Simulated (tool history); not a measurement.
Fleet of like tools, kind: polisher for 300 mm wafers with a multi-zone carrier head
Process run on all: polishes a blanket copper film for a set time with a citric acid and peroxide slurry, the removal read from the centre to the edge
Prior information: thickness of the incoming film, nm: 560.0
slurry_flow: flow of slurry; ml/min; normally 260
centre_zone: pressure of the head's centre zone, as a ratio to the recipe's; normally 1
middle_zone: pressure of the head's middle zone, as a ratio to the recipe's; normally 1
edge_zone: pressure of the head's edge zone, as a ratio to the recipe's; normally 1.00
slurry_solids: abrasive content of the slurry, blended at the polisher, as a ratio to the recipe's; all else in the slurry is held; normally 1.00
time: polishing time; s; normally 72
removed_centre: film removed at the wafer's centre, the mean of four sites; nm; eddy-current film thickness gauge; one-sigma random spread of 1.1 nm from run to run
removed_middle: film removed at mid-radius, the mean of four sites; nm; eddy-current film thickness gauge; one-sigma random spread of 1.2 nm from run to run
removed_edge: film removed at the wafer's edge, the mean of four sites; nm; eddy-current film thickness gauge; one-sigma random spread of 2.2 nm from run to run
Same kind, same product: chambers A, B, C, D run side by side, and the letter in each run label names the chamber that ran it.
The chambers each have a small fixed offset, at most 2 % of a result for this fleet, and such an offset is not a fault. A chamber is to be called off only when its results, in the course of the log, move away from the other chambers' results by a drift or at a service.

run,hour,slurry_flow,centre_zone,middle_zone,edge_zone,slurry_solids,time,removed_centre,removed_middle,removed_edge
# hour 8.2: chamber B: slurry nozzle cleaned
1A,10.7,260,1,1,1.00,1.00,72,148.260,152.19,150.29
# hour 14.3: chamber A: worn pad replaced by a new one
2D,17.7,260,1,1,1.00,1.00,72,147.040,148.96,151.23
3C,28.5,260,1,1,1.00,1.00,72,153.260,151.25,153.67
4B,39.1,260,1,1,1.00,1.00,72,153.000,151.16,154.61
# hour 42.1: chamber C: worn pad replaced by a new one
# hour 51.0: chamber B: worn pad replaced by a new one
5B,53.1,260,1,1,1.00,1.00,72,151.960,153.54,152.55
6D,60.5,260,1,1,1.00,1.00,72,150.820,151.10,153.35
7A,69.0,260,1,1,1.00,1.00,72,149.380,151.82,152.56
8C,80.2,260,1,1,1.11,1.00,72,150.980,151.46,157.43
# hour 86.4: chamber D: slurry nozzle cleaned
9C,89.7,260,1,1,1.11,1.00,72,152.270,151.71,161.04
10D,99.5,260,1,1,1.11,1.00,72,148.140,149.76,157.19
11B,106.9,260,1,1,1.11,1.00,72,153.840,151.01,160.43
# hour 107.0: chamber C: worn pad replaced by a new one
12A,114.3,260,1,1,1.00,1.00,72,148.030,152.04,148.46
# hour 120.7: chamber A: worn pad replaced by a new one
13A,124.2,260,1,1,1.05,1.00,50,103.350,105.45,108.02
# hour 127.3: chamber B: worn pad replaced by a new one
14D,137.7,260,1,1,1.05,1.00,50,102.950,103.20,106.52
15B,146.4,260,1,1,1.05,1.00,50,105.790,105.33,107.36
16C,158.1,260,1,1,1.05,1.00,50,104.580,105.32,105.13
17B,165.9,260,1,1,1.00,1.00,72,153.080,152.98,153.02
# hour 177.5: chamber C: worn pad replaced by a new one
18D,179.7,315,1,1,1.00,1.00,48,99.539,101.52,105.27
19A,186.4,315,1,1,1.00,1.00,48,101.140,103.31,103.68
20C,194.5,315,1,1,1.00,1.00,48,103.400,102.36,102.99
# hour 195.1: chamber B: worn pad replaced by a new one
21C,204.5,315,1,1,1.00,1.00,48,104.510,103.07,101.89
# hour 212.8: chamber A: worn pad replaced by a new one
22B,212.9,260,1,1,1.00,1.00,72,152.980,148.83,154.09
23D,221.0,260,1,1,1.00,1.00,72,146.720,144.73,148.66
# hour 224.9: chamber A: centre zone pressure recalibrated
24A,232.5,260,1,1,1.00,1.00,72,149.420,150.93,149.86
25B,240.0,260,1,1,1.00,1.00,72,150.240,152.14,152.94
26D,251.2,260,1,1,1.00,1.00,72,143.580,145.11,144.79
# hour 257.6: chamber C: worn pad replaced by a new one
27C,263.6,260,1,1,1.00,1.00,72,153.570,151.31,151.20
28A,273.5,260,1,1,1.00,1.00,72,148.890,151.23,149.97
29A,286.4,260,1,1,1.00,1.00,72,149.580,151.22,150.54

Is one chamber off against the others, does the gauge drift, or is nothing wrong? If a chamber is off, say which, and what the likeliest cause is.

Little by little, chamber D moves away from the other chambers.
Most likely cause: removal rate lost through wear of the pad, % = 4.6.
The log might look much the same if the cause were instead: slurry flow missing at the pad, %.

Chamber D could run next with any of the 4 candidate recipes listed below; each alters the usual settings, and their results appear as question marks. Which one brings its results back in line with what the other chambers deliver on the usual settings?
Maximum distance from the other chambers' mean on the usual settings for a result to count as in line: removed_centre 3.800 nm; removed_middle 4.10 nm; removed_edge 7.80 nm
30D-1,297.1,255,0.97,0.99,1.02,1.00,66,?,?,?
30D-2,297.1,255,0.99,0.99,1.01,1.00,69,?,?,?
30D-3,297.1,265,1.02,1.02,0.99,1.00,79,?,?,?
30D-4,297.1,265,1.01,1.01,0.99,1.00,75,?,?,?

On the usual settings, the other chambers give on average: removed_centre 151.540 nm; removed_middle 151.51 nm; removed_edge 151.30 nm
run,removed_centre,removed_middle,removed_edge
30D-1,125.770,130.61,134.84
30D-2,134.510,136.54,140.25
30D-3,159.980,161.28,159.38
30D-4,150.220,151.77,151.33
30D-4 is the one that brings the chamber's results back in line with the other chambers.
